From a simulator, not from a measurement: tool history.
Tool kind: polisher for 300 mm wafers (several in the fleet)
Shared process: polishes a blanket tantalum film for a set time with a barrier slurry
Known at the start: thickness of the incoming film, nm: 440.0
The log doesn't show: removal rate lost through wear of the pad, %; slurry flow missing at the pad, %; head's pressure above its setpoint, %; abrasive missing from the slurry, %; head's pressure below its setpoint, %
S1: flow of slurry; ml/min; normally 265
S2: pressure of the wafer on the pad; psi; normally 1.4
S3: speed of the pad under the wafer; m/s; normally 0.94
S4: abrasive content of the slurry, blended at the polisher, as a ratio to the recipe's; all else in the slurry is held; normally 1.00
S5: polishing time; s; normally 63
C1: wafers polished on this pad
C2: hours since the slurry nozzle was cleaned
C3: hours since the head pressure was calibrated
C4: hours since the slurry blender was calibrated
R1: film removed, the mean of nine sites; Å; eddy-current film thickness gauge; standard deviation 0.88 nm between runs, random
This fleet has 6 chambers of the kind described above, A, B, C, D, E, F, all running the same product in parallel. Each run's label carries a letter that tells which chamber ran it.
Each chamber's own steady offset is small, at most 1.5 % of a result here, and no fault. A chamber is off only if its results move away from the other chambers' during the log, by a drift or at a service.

At day 0.121: chamber A: slurry blender recalibrated.
At day 0.329: chamber E: head pressure recalibrated.
Run 1C, day 0.512: usual settings; C1 679; C2 34.2; C3 182.1; C4 454.7. Result: R1 604.44 Å.
At day 0.662: chamber D: worn pad replaced by a new one.
Run 2A, day 0.896: usual settings; C1 713; C2 208.8; C3 88.5; C4 18.6. Result: R1 614.04 Å.
At day 0.921: chamber C: worn pad replaced by a new one.
At day 0.992: chamber C: slurry blender recalibrated.
Run 3D, day 1.446: usual settings; C1 117; C2 198.4; C3 127.0; C4 168.1. Result: R1 625.72 Å.
Run 4B, day 1.825: usual settings; C1 991; C2 422.9; C3 795.1; C4 124.5. Result: R1 619.42 Å.
Run 5F, day 2.446: usual settings; C1 719; C2 279.7; C3 215.1; C4 68.6. Result: R1 607.19 Å.
At day 2.679: chamber B: slurry blender recalibrated.
Run 6E, day 3.071: usual settings; C1 772; C2 338.2; C3 65.9; C4 206.8. Result: R1 606.54 Å.
At day 3.246: chamber D: slurry blender recalibrated.
Run 7C, day 3.542: usual settings; C1 392; C2 106.9; C3 254.8; C4 61.2. Result: R1 628.13 Å.
Run 8F, day 4.021: usual settings; C1 954; C2 317.5; C3 252.9; C4 106.4. Result: R1 586.16 Å.
Run 9B, day 4.638: usual settings; C1 1411; C2 490.4; C3 862.6; C4 47.1. Result: R1 612.40 Å.
At day 4.721: chamber B: worn pad replaced by a new one.
At day 4.733: chamber A: slurry nozzle cleaned.
Run 10A, day 5.025: usual settings; C1 1331; C2 7.1; C3 187.6; C4 117.7. Result: R1 607.86 Å.
Run 11D, day 5.500: usual settings; C1 723; C2 295.7; C3 224.3; C4 54.2. Result: R1 623.24 Å.
At day 5.654: chamber A: worn pad replaced by a new one.
At day 5.721: chamber E: slurry nozzle cleaned.
Run 12E, day 5.862: usual settings; C1 1189; C2 3.5; C3 132.9; C4 273.8. Result: R1 613.58 Å.
Run 13F, day 6.192: usual settings; C1 1279; C2 369.6; C3 305.0; C4 158.5. Result: R1 592.82 Å.
At day 6.375: chamber E: slurry blender recalibrated.
At day 6.562: chamber E: worn pad replaced by a new one.
Run 14D, day 6.717: usual settings; C1 905; C2 324.9; C3 253.5; C4 83.4. Result: R1 620.14 Å.
At day 6.792: chamber B: head pressure recalibrated.
At day 6.888: chamber C: worn pad replaced by a new one.
Run 15B, day 7.150: usual settings; C1 363; C2 550.7; C3 8.7; C4 107.4. Result: R1 677.77 Å.
At day 7.179: chamber C: slurry nozzle cleaned.
Run 16A, day 7.571: usual settings but S1 330 ml/min; C1 287; C2 68.2; C3 248.7; C4 178.8. Result: R1 633.51 Å.
At day 7.700: chamber F: worn pad replaced by a new one.
Run 17E, day 8.125: usual settings but S1 330 ml/min; C1 234; C2 57.8; C3 187.2; C4 42.1. Result: R1 633.22 Å.
Run 18C, day 8.442: usual settings but S1 330 ml/min; C1 232; C2 30.4; C3 372.4; C4 178.8. Result: R1 639.26 Å.
At day 8.633: chamber C: head pressure recalibrated.
Run 19E, day 8.746: usual settings but S1 330 ml/min; C1 327; C2 72.7; C3 202.1; C4 57.0. Result: R1 632.87 Å.
At day 8.800: chamber B: slurry blender recalibrated.
At day 9.229: chamber D: worn pad replaced by a new one.
Run 20A, day 9.300: usual settings but S1 330 ml/min; C1 545; C2 109.7; C3 290.2; C4 220.3. Result: R1 627.72 Å.
At day 9.483: chamber B: slurry nozzle cleaned.
Run 21B, day 9.738: usual settings but S1 330 ml/min; C1 751; C2 6.2; C3 70.8; C4 22.5. Result: R1 686.54 Å.
At day 9.962: chamber A: head pressure recalibrated.
Run 22F, day 10.088: usual settings; C1 357; C2 463.1; C3 398.5; C4 252.0. Result: R1 605.53 Å.
Run 23C, day 10.492: usual settings; C1 539; C2 79.6; C3 44.7; C4 228.0. Result: R1 614.07 Å.
Run 24D, day 10.921: usual settings but S4 1.25; C1 253; C2 425.8; C3 354.4; C4 184.3. Result: R1 645.25 Å.
Run 25C, day 11.379: usual settings but S4 1.25; C1 672; C2 100.9; C3 66.0; C4 249.3. Result: R1 655.03 Å.
At day 11.850: chamber D: slurry blender recalibrated.
Run 26A, day 11.942: usual settings but S4 1.25; C1 941; C2 173.1; C3 47.6; C4 283.7. Result: R1 644.52 Å.
At day 12.283: chamber D: head pressure recalibrated.
Run 27F, day 12.475: usual settings but S4 1.25; C1 714; C2 520.4; C3 455.8; C4 309.3. Result: R1 635.19 Å.
At day 12.592: chamber C: worn pad replaced by a new one.
Run 28E, day 12.758: usual settings but S4 1.25; C1 927; C2 169.0; C3 298.4; C4 153.3. Result: R1 644.03 Å.
At day 13.100: chamber B: worn pad replaced by a new one.
Run 29D, day 13.288: usual settings but S4 1.25; C1 607; C2 482.6; C3 24.1; C4 34.5. Result: R1 644.35 Å.
Run 30B, day 13.796: usual settings; C1 104; C2 103.6; C3 168.2; C4 119.9. Result: R1 660.79 Å.
At day 14.129: chamber E: worn pad replaced by a new one.
Run 31D, day 14.233: usual settings; C1 749; C2 505.3; C3 46.8; C4 57.2. Result: R1 601.99 Å.
At day 14.254: chamber A: worn pad replaced by a new one.
Run 32B, day 14.725: usual settings; C1 243; C2 125.9; C3 190.5; C4 142.2. Result: R1 652.61 Å.
Run 33E, day 15.100: usual settings; C1 145; C2 225.2; C3 354.6; C4 209.5. Result: R1 624.57 Å.
At day 15.179: chamber B: slurry blender recalibrated.
Run 34F, day 15.629: usual settings; C1 1186; C2 596.1; C3 531.5; C4 385.0. Result: R1 611.89 Å.
Run 35A, day 16.129: usual settings; C1 281; C2 273.6; C3 148.1; C4 384.2. Result: R1 608.02 Å.
At day 16.312: chamber C: slurry nozzle cleaned.
Run 36C, day 16.550: usual settings; C1 592; C2 5.7; C3 190.1; C4 373.4. Result: R1 619.60 Å.
Run 37B, day 17.125: usual settings; C1 602; C2 183.5; C3 248.1; C4 46.7. Result: R1 667.60 Å.
At day 17.204: chamber F: worn pad replaced by a new one.
At day 17.342: chamber C: worn pad replaced by a new one.
Run 38C, day 17.442: usual settings; C1 15; C2 27.1; C3 211.5; C4 394.8. Result: R1 620.25 Å.
At day 17.467: chamber D: worn pad replaced by a new one.
At day 17.496: chamber F: head pressure recalibrated.
Run 39D, day 17.892: usual settings; C1 63; C2 593.1; C3 134.6; C4 145.0. Result: R1 621.60 Å.
Run 40E, day 18.225: usual settings; C1 613; C2 300.2; C3 429.6; C4 284.5. Result: R1 607.54 Å.
At day 18.367: chamber F: slurry blender recalibrated.
Run 41F, day 18.592: usual settings; C1 208; C2 667.2; C3 26.4; C4 5.4. Result: R1 597.31 Å.

Next, every chamber runs the same settings. What will each give?
Run 42A, day 19.042: usual settings. Result: R1 ?.
Run 42B, day 19.042: usual settings. Result: R1 ?.
Run 42C, day 19.042: usual settings. Result: R1 ?.
Run 42D, day 19.042: usual settings. Result: R1 ?.
Run 42E, day 19.042: usual settings. Result: R1 ?.
Run 42F, day 19.042: usual settings. Result: R1 ?.

run      R1
42A  609.26
42B  650.66
42C  612.81
42D  623.38
42E  624.41
42F  609.47
